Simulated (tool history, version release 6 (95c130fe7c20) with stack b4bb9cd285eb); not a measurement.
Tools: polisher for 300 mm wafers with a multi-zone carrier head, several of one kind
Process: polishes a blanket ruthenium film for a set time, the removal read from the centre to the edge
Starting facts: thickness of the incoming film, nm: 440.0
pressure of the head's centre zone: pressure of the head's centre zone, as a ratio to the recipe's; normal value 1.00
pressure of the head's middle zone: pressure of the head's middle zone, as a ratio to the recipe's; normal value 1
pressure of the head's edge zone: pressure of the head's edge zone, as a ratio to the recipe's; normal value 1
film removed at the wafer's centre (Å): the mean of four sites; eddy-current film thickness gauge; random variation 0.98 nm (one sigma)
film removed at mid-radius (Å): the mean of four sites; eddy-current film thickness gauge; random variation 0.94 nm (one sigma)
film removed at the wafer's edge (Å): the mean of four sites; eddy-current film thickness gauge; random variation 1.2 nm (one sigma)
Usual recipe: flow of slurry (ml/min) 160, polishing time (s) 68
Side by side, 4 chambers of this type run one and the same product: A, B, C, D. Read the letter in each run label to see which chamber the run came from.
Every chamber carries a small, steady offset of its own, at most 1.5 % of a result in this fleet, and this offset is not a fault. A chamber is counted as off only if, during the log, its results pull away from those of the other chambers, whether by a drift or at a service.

run,hour,flow of slurry (ml/min),pressure of the head's centre zone,pressure of the head's middle zone,pressure of the head's edge zone,polishing time (s),film removed at the wafer's centre (Å),film removed at mid-radius (Å),film removed at the wafer's edge (Å)
1C,13.7,160,1.00,1,1,68,983.62,1002.90,1010.40
# hour 18.0: chamber C: edge zone pressure recalibrated
2A,27.0,160,1.00,1,1,68,1012.40,1024.20,1003.80
# hour 31.9: chamber D: worn pad replaced by a new one
3D,38.9,160,1.00,1,1,68,1032.40,1026.10,1033.50
4B,46.8,160,1.00,1,1,68,1012.40,990.56,1022.20
# hour 50.1: chamber C: slurry nozzle cleaned
# hour 50.5: chamber C: worn pad replaced by a new one
# hour 58.5: chamber B: worn pad replaced by a new one
5C,60.0,160,1.00,1,1,68,1007.50,1004.70,995.78
6B,70.4,160,1.00,1,1,68,995.28,998.40,999.36
7A,80.4,160,1.00,1,1,68,1006.90,1021.10,1022.70
8D,86.6,160,1.00,1,1,68,1018.10,1015.70,1021.10
# hour 92.3: chamber B: edge zone pressure recalibrated
9B,99.6,160,1.00,1,1,68,1029.70,1012.80,1047.40
10D,106.7,160,1.00,1,1,68,1035.50,1008.30,1010.80
11A,119.4,160,1.00,1,1,68,1011.90,1030.60,1007.20
12C,130.0,160,1.00,1,1,68,982.58,1007.10,989.49
# hour 134.5: chamber B: worn pad replaced by a new one
# hour 136.1: chamber A: worn pad replaced by a new one
13B,136.7,160,1.00,1,1,68,1016.70,1009.80,1025.10
14C,143.8,160,1.00,1,1,68,1000.30,995.29,990.07
# hour 144.5: chamber D: worn pad replaced by a new one
15D,155.2,160,1.04,1,1,54,853.91,801.53,794.85
16A,162.8,160,1.04,1,1,54,846.25,814.92,815.05
# hour 163.2: chamber D: edge zone pressure recalibrated
17D,171.0,160,1.04,1,1,54,865.37,807.94,815.25
18A,180.2,160,1.04,1,1,54,836.84,803.44,820.98
# hour 186.0: chamber C: worn pad replaced by a new one
# hour 186.9: chamber B: centre zone pressure recalibrated
19B,187.7,180,1.00,1,1,68,1042.10,1024.50,1034.60
# hour 193.5: chamber A: centre zone pressure recalibrated
20C,194.3,180,1.00,1,1,68,1024.30,1037.50,1005.70
21C,206.3,180,1.00,1,1,68,1015.80,1018.30,1018.10
22A,213.7,180,1.00,1,1,68,1162.80,1048.50,1052.70
# hour 217.8: chamber B: slurry nozzle cleaned
23D,220.5,160,1.00,1,1,68,1040.80,1005.90,1010.90
# hour 226.4: chamber B: worn pad replaced by a new one
24B,231.7,160,1.00,1,1,68,994.30,1013.10,1026.10
25C,238.3,160,1.00,1,1,68,999.15,1014.30,987.76
26B,247.1,175,1.00,1,1,81,1237.60,1203.10,1219.60
27D,254.3,175,1.00,1,1,81,1272.90,1202.80,1224.70
# hour 263.9: chamber D: worn pad replaced by a new one
28A,266.2,175,1.00,1,1,81,1395.90,1222.40,1238.30
29A,278.2,175,1.00,1,1,81,1384.80,1241.30,1230.40
30D,288.2,160,1.00,1,1,68,1047.70,1010.80,1026.50
31B,301.1,160,1.00,1,1,68,1010.30,1005.70,1030.30
32C,307.8,160,1.00,1,1,68,1011.80,1004.50,1007.50

Decide between three cases: one chamber stands off from its peers, the gauge reading all wafers drifts, or nothing is wrong past each chamber's small offset. Where a chamber is off, say which and what most likely put it there.

After it was serviced, chamber A no longer matches the other chambers.
Most likely cause: centre zone's pressure above its setpoint, % = 10.5.

Below are 4 candidate recipes for chamber A's next run, each the usual settings with a change, their results shown as question marks. Which of them brings A's results back in line with what the other chambers give on the usual settings?
In-line tolerance around the mean of the other chambers on the usual settings: film removed at the wafer's centre (Å) 34.00; film removed at mid-radius (Å) 33.00; film removed at the wafer's edge (Å) 43.00
33A-1,317.6,170,1.12,0.97,0.96,70,?,?,?
33A-2,317.6,165,1.08,0.98,0.97,69,?,?,?
33A-3,317.6,155,0.92,1.02,1.03,67,?,?,?
33A-4,317.6,150,0.88,1.03,1.04,66,?,?,?

What the other chambers average on the usual settings: film removed at the wafer's centre (Å) 1014.90; film removed at mid-radius (Å) 1009.10; film removed at the wafer's edge (Å) 1014.10
run,film removed at the wafer's centre (Å),film removed at mid-radius (Å),film removed at the wafer's edge (Å)
33A-1,1343.10,1029.30,1039.10
33A-2,1265.20,1019.20,1025.80
33A-3,1017.30,1016.30,1018.90
33A-4,947.23,1004.30,1004.20
33A-3 brings the chamber back in line.
